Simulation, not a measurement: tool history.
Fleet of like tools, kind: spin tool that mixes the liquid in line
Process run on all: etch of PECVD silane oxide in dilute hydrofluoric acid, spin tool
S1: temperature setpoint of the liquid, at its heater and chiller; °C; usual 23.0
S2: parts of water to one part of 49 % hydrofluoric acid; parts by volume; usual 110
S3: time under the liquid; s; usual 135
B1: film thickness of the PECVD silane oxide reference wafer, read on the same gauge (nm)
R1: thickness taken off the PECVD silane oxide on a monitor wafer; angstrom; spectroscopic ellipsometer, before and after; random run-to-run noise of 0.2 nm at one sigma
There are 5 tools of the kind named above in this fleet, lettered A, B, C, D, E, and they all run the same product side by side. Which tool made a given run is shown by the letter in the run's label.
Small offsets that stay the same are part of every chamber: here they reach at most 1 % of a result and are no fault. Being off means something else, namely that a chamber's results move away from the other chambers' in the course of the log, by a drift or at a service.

run   hour    S1   S2   S3      B1      R1
 1A    3.2  23.0  110  135  80.010  201.20
 2C   10.2  23.0  110  135  79.964  198.35
 3D   16.8  23.0  110  135  79.963  193.95
 4E   20.2  23.0  110  135  79.998  195.69
 5B   25.8  23.0  110  135  79.976  197.24
 6B   32.0  23.0  110  135  79.970  194.73
      36.3  -- chamber C: hydrofluoric acid flow meter replaced
 7D   36.7  23.0  110  135  79.989  195.75
 8E   39.8  23.0  110  135  79.978  198.88
 9A   43.3  28.0  155  135  80.004  160.09
10C   47.5  28.0  155  135  80.011  164.20
11D   54.3  28.0  155  135  79.963  157.71
      55.8  -- chamber E: thermometer replaced
12B   58.5  28.0  155  135  80.007  159.48
13C   62.9  28.0  155  135  80.004  164.25
14A   68.6  19.5  110  200  79.990  259.69
15E   73.8  19.5  110  200  79.996  249.81
16A   80.0  19.5  110  200  79.996  263.12
17E   85.5  19.5  110  200  79.996  252.91
18B   91.8  19.5  110  200  80.031  251.56
19D   95.3  23.0   90   85  80.005  153.77
20C  101.5  23.0   90   85  80.010  155.61
     107.8  -- chamber D: hydrofluoric acid flow meter replaced
21E  108.1  23.0   90   85  79.985  154.48
22D  114.0  23.0   90   85  80.010  154.56
23A  119.4  23.0   90   85  79.999  166.01
24B  126.2  23.0  110  135  79.998  196.25
25C  133.0  23.0  110  135  79.988  197.39
26A  139.4  23.0  110  135  80.006  213.73
27C  144.6  23.0  110  135  80.010  195.45
28D  150.0  19.0   90  135  79.996  204.95
29E  154.7  19.0   90  135  79.966  212.52
30B  158.3  19.0   90  135  79.989  208.64
31A  164.1  19.0   90  135  80.038  240.64

The same settings go to every chamber for the next run, one line per chamber below. Forecast the results for each:
32A  169.3  23.0  110  175       ?
32B  169.3  23.0  110  175       ?
32C  169.3  23.0  110  175       ?
32D  169.3  23.0  110  175       ?
32E  169.3  23.0  110  175       ?

run      R1
32A  291.00
32B  255.12
32C  254.62
32D  255.39
32E  251.43
